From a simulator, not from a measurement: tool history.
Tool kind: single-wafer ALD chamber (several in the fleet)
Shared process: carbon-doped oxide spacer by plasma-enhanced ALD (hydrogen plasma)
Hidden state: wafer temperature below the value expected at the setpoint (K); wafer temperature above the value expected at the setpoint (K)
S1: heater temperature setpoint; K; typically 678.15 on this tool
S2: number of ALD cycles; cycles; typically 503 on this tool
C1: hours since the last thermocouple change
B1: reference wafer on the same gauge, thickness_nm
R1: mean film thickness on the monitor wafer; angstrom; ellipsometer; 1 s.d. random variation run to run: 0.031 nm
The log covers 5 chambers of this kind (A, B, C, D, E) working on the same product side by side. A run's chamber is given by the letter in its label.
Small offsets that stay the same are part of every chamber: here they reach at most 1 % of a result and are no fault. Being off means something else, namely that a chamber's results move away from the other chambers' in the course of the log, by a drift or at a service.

{"run": "1A", "hour": 4.4, "S1": 678.15, "S2": 503, "C1": 1264.2, "B1": 20.202, "R1": 248.21}
{"run": "2C", "hour": 10.3, "S1": 678.15, "S2": 503, "C1": 589.4, "B1": 20.186, "R1": 249.62}
{"run": "3B", "hour": 13.9, "S1": 678.15, "S2": 503, "C1": 1299.0, "B1": 20.188, "R1": 246.39}
{"run": "4E", "hour": 19.6, "S1": 678.15, "S2": 503, "C1": 518.2, "B1": 20.189, "R1": 248.6}
{"run": "5D", "hour": 23.6, "S1": 665.15, "S2": 561, "C1": 363.2, "B1": 20.183, "R1": 281.76}
{"run": "6A", "hour": 26.6, "S1": 665.15, "S2": 561, "C1": 1286.4, "B1": 20.177, "R1": 280.34}
{"run": "7E", "hour": 32.6, "S1": 665.15, "S2": 561, "C1": 531.2, "B1": 20.178, "R1": 279.73}
{"run": "8D", "hour": 35.2, "S1": 665.15, "S2": 561, "C1": 374.8, "B1": 20.173, "R1": 281.42}
{"run": "9B", "hour": 40.7, "S1": 665.15, "S2": 561, "C1": 1325.8, "B1": 20.171, "R1": 277.91}
{"hour": 40.9, "done": "chamber B: thermocouple changed; heater temperature recalibrated"}
{"run": "10C", "hour": 45.6, "S1": 678.15, "S2": 503, "C1": 624.7, "B1": 20.165, "R1": 247.79}
{"run": "11C", "hour": 50.3, "S1": 678.15, "S2": 503, "C1": 629.4, "B1": 20.163, "R1": 249.05}
{"run": "12B", "hour": 56.1, "S1": 678.15, "S2": 503, "C1": 15.2, "B1": 20.159, "R1": 245.38}
{"run": "13D", "hour": 59.7, "S1": 678.15, "S2": 503, "C1": 399.3, "B1": 20.158, "R1": 247.74}
{"run": "14E", "hour": 64.2, "S1": 678.15, "S2": 503, "C1": 562.8, "B1": 20.152, "R1": 247.03}
{"run": "15A", "hour": 68.4, "S1": 678.15, "S2": 471, "C1": 1328.2, "B1": 20.143, "R1": 231.87}
{"run": "16A", "hour": 71.0, "S1": 678.15, "S2": 471, "C1": 1330.8, "B1": 20.146, "R1": 231.73}
{"run": "17B", "hour": 76.9, "S1": 678.15, "S2": 471, "C1": 36.0, "B1": 20.14, "R1": 229.88}
{"run": "18E", "hour": 81.7, "S1": 678.15, "S2": 471, "C1": 580.3, "B1": 20.141, "R1": 231.23}
{"run": "19D", "hour": 85.1, "S1": 678.15, "S2": 471, "C1": 424.7, "B1": 20.133, "R1": 232.48}
{"run": "20C", "hour": 90.1, "S1": 678.15, "S2": 503, "C1": 669.2, "B1": 20.134, "R1": 248.43}
{"run": "21A", "hour": 92.9, "S1": 678.15, "S2": 503, "C1": 1352.7, "B1": 20.123, "R1": 246.77}
{"run": "22E", "hour": 96.9, "S1": 678.15, "S2": 458, "C1": 595.5, "B1": 20.123, "R1": 224.99}
{"run": "23C", "hour": 100.6, "S1": 678.15, "S2": 458, "C1": 679.7, "B1": 20.123, "R1": 226.29}
{"run": "24B", "hour": 104.8, "S1": 678.15, "S2": 458, "C1": 63.9, "B1": 20.121, "R1": 222.86}
{"run": "25D", "hour": 107.7, "S1": 678.15, "S2": 458, "C1": 447.3, "B1": 20.121, "R1": 225.58}
{"run": "26A", "hour": 112.9, "S1": 678.15, "S2": 458, "C1": 1372.7, "B1": 20.119, "R1": 225.13}
{"run": "27B", "hour": 117.8, "S1": 678.15, "S2": 503, "C1": 76.9, "B1": 20.109, "R1": 244.95}
{"run": "28E", "hour": 121.3, "S1": 678.15, "S2": 503, "C1": 619.9, "B1": 20.112, "R1": 246.88}
{"run": "29C", "hour": 126.9, "S1": 678.15, "S2": 503, "C1": 706.0, "B1": 20.101, "R1": 247.75}
{"run": "30D", "hour": 130.3, "S1": 678.15, "S2": 503, "C1": 469.9, "B1": 20.105, "R1": 247.28}
{"run": "31D", "hour": 133.1, "S1": 678.15, "S2": 503, "C1": 472.7, "B1": 20.098, "R1": 247.79}

All 5 chambers run these settings next. Forecast each chamber's results:
{"run": "32A", "hour": 137.5, "S1": 678.15, "S2": 503, "R1": "?"}
{"run": "32B", "hour": 137.5, "S1": 678.15, "S2": 503, "R1": "?"}
{"run": "32C", "hour": 137.5, "S1": 678.15, "S2": 503, "R1": "?"}
{"run": "32D", "hour": 137.5, "S1": 678.15, "S2": 503, "R1": "?"}
{"run": "32E", "hour": 137.5, "S1": 678.15, "S2": 503, "R1": "?"}

run=32A R1=246.73
run=32B R1=245.42
run=32C R1=248.51
run=32D R1=247.59
run=32E R1=247.09
